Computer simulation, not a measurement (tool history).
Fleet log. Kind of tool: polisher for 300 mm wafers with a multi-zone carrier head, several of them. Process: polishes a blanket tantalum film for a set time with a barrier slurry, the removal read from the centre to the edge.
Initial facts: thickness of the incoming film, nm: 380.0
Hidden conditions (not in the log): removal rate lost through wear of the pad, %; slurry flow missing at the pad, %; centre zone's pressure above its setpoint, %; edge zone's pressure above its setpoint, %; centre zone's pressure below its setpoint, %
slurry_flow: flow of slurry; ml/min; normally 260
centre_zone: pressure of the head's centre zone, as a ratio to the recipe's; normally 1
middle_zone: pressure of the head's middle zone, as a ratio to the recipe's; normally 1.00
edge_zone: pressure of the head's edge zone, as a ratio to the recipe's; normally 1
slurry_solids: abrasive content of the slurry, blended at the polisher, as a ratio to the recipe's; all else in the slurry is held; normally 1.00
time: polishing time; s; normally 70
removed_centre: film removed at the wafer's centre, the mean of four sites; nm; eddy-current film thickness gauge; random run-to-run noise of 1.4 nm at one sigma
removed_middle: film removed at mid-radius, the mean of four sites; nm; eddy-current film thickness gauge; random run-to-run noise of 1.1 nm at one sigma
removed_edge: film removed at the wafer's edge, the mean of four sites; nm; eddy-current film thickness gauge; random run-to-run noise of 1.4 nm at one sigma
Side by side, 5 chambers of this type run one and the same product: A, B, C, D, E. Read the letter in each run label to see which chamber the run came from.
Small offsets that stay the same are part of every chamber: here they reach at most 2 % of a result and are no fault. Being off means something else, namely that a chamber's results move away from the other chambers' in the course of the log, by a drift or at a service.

| run | day | slurry_flow | centre_zone | middle_zone | edge_zone | slurry_solids | time | wafers polished on this pad | hours since the slurry nozzle was cleaned | hours since the centre zone pressure was calibrated | hours since the edge zone pressure was calibrated | removed_centre | removed_middle | removed_edge |
|---|---|---|---|---|---|---|---|---|---|---|---|---|---|---|
|  | 0.096 | chamber D: worn pad replaced by a new one |
| 1C | 0.183 | 260 | 1 | 1.00 | 1 | 1.00 | 70 | 115 | 138.9 | 270.2 | 739.6 | 153.18 | 153.35 | 151.27 |
| 2E | 0.304 | 260 | 1 | 1.00 | 1 | 1.00 | 70 | 427 | 329.1 | 455.3 | 290.6 | 151.60 | 152.47 | 152.59 |
|  | 0.329 | chamber C: edge zone pressure recalibrated |
|  | 0.371 | chamber D: slurry nozzle cleaned |
| 3D | 0.458 | 260 | 1 | 1.00 | 1 | 1.00 | 70 | 85 | 2.1 | 283.4 | 275.6 | 153.70 | 152.95 | 155.11 |
| 4A | 0.667 | 260 | 1 | 1.00 | 1 | 1.00 | 70 | 399 | 56.0 | 632.7 | 971.2 | 152.13 | 155.01 | 148.95 |
| 5B | 0.862 | 260 | 1 | 1.00 | 1 | 1.00 | 70 | 304 | 565.3 | 298.1 | 267.7 | 150.88 | 152.79 | 154.26 |
| 6C | 1.008 | 260 | 1 | 1.00 | 1 | 1.00 | 70 | 309 | 158.7 | 290.0 | 16.4 | 151.38 | 151.82 | 149.02 |
| 7D | 1.154 | 175 | 1 | 1.04 | 1 | 1.00 | 70 | 248 | 18.8 | 300.1 | 292.3 | 143.98 | 149.61 | 146.76 |
| 8B | 1.358 | 175 | 1 | 1.04 | 1 | 1.00 | 70 | 420 | 577.2 | 310.0 | 279.6 | 144.70 | 148.01 | 148.26 |
| 9A | 1.529 | 175 | 1 | 1.04 | 1 | 1.00 | 70 | 601 | 76.7 | 653.4 | 991.9 | 143.53 | 149.64 | 144.59 |
| 10E | 1.646 | 175 | 1 | 1.04 | 1 | 1.00 | 70 | 741 | 361.3 | 487.5 | 322.8 | 139.93 | 150.86 | 144.79 |
| 11A | 1.817 | 175 | 1 | 1.04 | 1 | 1.00 | 70 | 669 | 83.6 | 660.3 | 998.8 | 144.80 | 148.34 | 145.78 |
|  | 1.954 | chamber A: worn pad replaced by a new one |
| 12E | 1.958 | 260 | 1 | 1.00 | 1 | 1.00 | 70 | 815 | 368.8 | 495.0 | 330.3 | 155.12 | 154.25 | 152.05 |
|  | 1.962 | chamber B: worn pad replaced by a new one |
| 13B | 2.150 | 260 | 1 | 1.00 | 1 | 1.00 | 70 | 44 | 596.2 | 329.0 | 298.6 | 152.63 | 152.82 | 154.00 |
| 14D | 2.258 | 260 | 1 | 1.00 | 1 | 1.00 | 70 | 507 | 45.3 | 326.6 | 318.8 | 153.92 | 153.72 | 153.98 |
| 15C | 2.396 | 260 | 1 | 1.00 | 1 | 1.00 | 70 | 634 | 192.0 | 323.3 | 49.7 | 152.62 | 153.03 | 151.42 |
| 16D | 2.575 | 260 | 1 | 1.00 | 1 | 1.00 | 70 | 581 | 52.9 | 334.2 | 326.4 | 153.25 | 151.95 | 155.93 |
| 17B | 2.700 | 260 | 1 | 1.00 | 1 | 1.00 | 70 | 173 | 609.4 | 342.2 | 311.8 | 153.06 | 154.58 | 153.95 |
| 18E | 2.883 | 260 | 1 | 1.00 | 1 | 1.00 | 70 | 1032 | 391.0 | 517.2 | 352.5 | 150.29 | 151.88 | 150.75 |
| 19C | 3.062 | 260 | 1 | 1.00 | 1 | 1.00 | 70 | 790 | 208.0 | 339.3 | 65.7 | 153.14 | 152.80 | 152.16 |
| 20A | 3.171 | 260 | 1 | 1.00 | 1 | 1.00 | 70 | 285 | 116.1 | 692.8 | 1031.3 | 150.84 | 154.55 | 150.33 |
| 21E | 3.329 | 260 | 1 | 1.00 | 1 | 1.00 | 70 | 1136 | 401.7 | 527.9 | 363.2 | 147.60 | 153.59 | 151.80 |
| 22C | 3.542 | 260 | 1 | 1.00 | 1 | 1.00 | 70 | 903 | 219.5 | 350.8 | 77.2 | 152.43 | 151.92 | 154.03 |
| 23A | 3.671 | 260 | 1 | 1.00 | 1 | 1.00 | 70 | 403 | 128.1 | 704.8 | 1043.3 | 150.84 | 152.23 | 151.01 |
| 24B | 3.812 | 260 | 1 | 1.00 | 1 | 1.00 | 70 | 433 | 636.1 | 368.9 | 338.5 | 152.53 | 154.53 | 154.21 |
| 25D | 4.000 | 260 | 1 | 1.00 | 1 | 1.00 | 70 | 915 | 87.1 | 368.4 | 360.6 | 154.64 | 153.63 | 153.16 |
|  | 4.046 | chamber C: worn pad replaced by a new one |
|  | 4.104 | chamber B: worn pad replaced by a new one |
| 26A | 4.192 | 260 | 1 | 1.00 | 1 | 1.00 | 70 | 525 | 140.6 | 717.3 | 1055.8 | 152.24 | 151.46 | 149.28 |
|  | 4.288 | chamber E: worn pad replaced by a new one |
| 27C | 4.321 | 260 | 1 | 1.00 | 1 | 1.00 | 70 | 65 | 238.2 | 369.5 | 95.9 | 151.18 | 151.75 | 151.32 |
| 28D | 4.454 | 260 | 1 | 1.00 | 1 | 1.00 | 70 | 1022 | 98.0 | 379.3 | 371.5 | 153.48 | 151.15 | 155.09 |
| 29E | 4.671 | 260 | 1 | 1.00 | 1 | 1.00 | 70 | 90 | 433.9 | 560.1 | 395.4 | 152.52 | 152.83 | 153.11 |
|  | 4.792 | chamber D: worn pad replaced by a new one |
| 30B | 4.846 | 225 | 1 | 1.00 | 1 | 1.00 | 56 | 174 | 660.9 | 393.7 | 363.3 | 118.54 | 119.32 | 119.69 |
|  | 4.892 | chamber A: worn pad replaced by a new one |
| 31A | 4.954 | 225 | 1 | 1.00 | 1 | 1.00 | 56 | 15 | 158.9 | 735.6 | 1074.1 | 118.14 | 119.60 | 117.93 |
| 32C | 5.154 | 225 | 1 | 1.00 | 1 | 1.00 | 56 | 260 | 258.2 | 389.5 | 115.9 | 117.51 | 120.97 | 120.13 |
| 33B | 5.267 | 225 | 1 | 1.00 | 1 | 1.00 | 56 | 272 | 671.0 | 403.8 | 373.4 | 119.21 | 120.27 | 121.33 |
| 34D | 5.412 | 225 | 1 | 1.00 | 1 | 1.00 | 56 | 145 | 121.0 | 402.3 | 394.5 | 121.92 | 119.39 | 121.43 |
| 35E | 5.608 | 260 | 1 | 1.00 | 1 | 1.00 | 70 | 310 | 456.4 | 582.6 | 417.9 | 153.54 | 153.41 | 152.45 |
| 36A | 5.767 | 260 | 1 | 1.00 | 1 | 1.00 | 70 | 205 | 178.4 | 755.1 | 1093.6 | 152.28 | 153.72 | 151.04 |
| 37C | 5.862 | 260 | 1 | 1.00 | 1 | 1.00 | 70 | 426 | 275.2 | 406.5 | 132.9 | 155.63 | 153.27 | 153.58 |

All 5 chambers run these settings next. Forecast each chamber's results:
| 38A | 6.021 | 260 | 1 | 1.00 | 1 | 0.75 | 70 |  |  |  |  | ? | ? | ? |
| 38B | 6.021 | 260 | 1 | 1.00 | 1 | 0.75 | 70 |  |  |  |  | ? | ? | ? |
| 38C | 6.021 | 260 | 1 | 1.00 | 1 | 0.75 | 70 |  |  |  |  | ? | ? | ? |
| 38D | 6.021 | 260 | 1 | 1.00 | 1 | 0.75 | 70 |  |  |  |  | ? | ? | ? |
| 38E | 6.021 | 260 | 1 | 1.00 | 1 | 0.75 | 70 |  |  |  |  | ? | ? | ? |

| run | removed_centre | removed_middle | removed_edge |
|---|---|---|---|
| 38A | 135.85 | 138.06 | 136.15 |
| 38B | 141.60 | 139.83 | 138.84 |
| 38C | 137.46 | 139.78 | 138.04 |
| 38D | 140.05 | 140.81 | 141.93 |
| 38E | 138.46 | 141.39 | 136.73 |
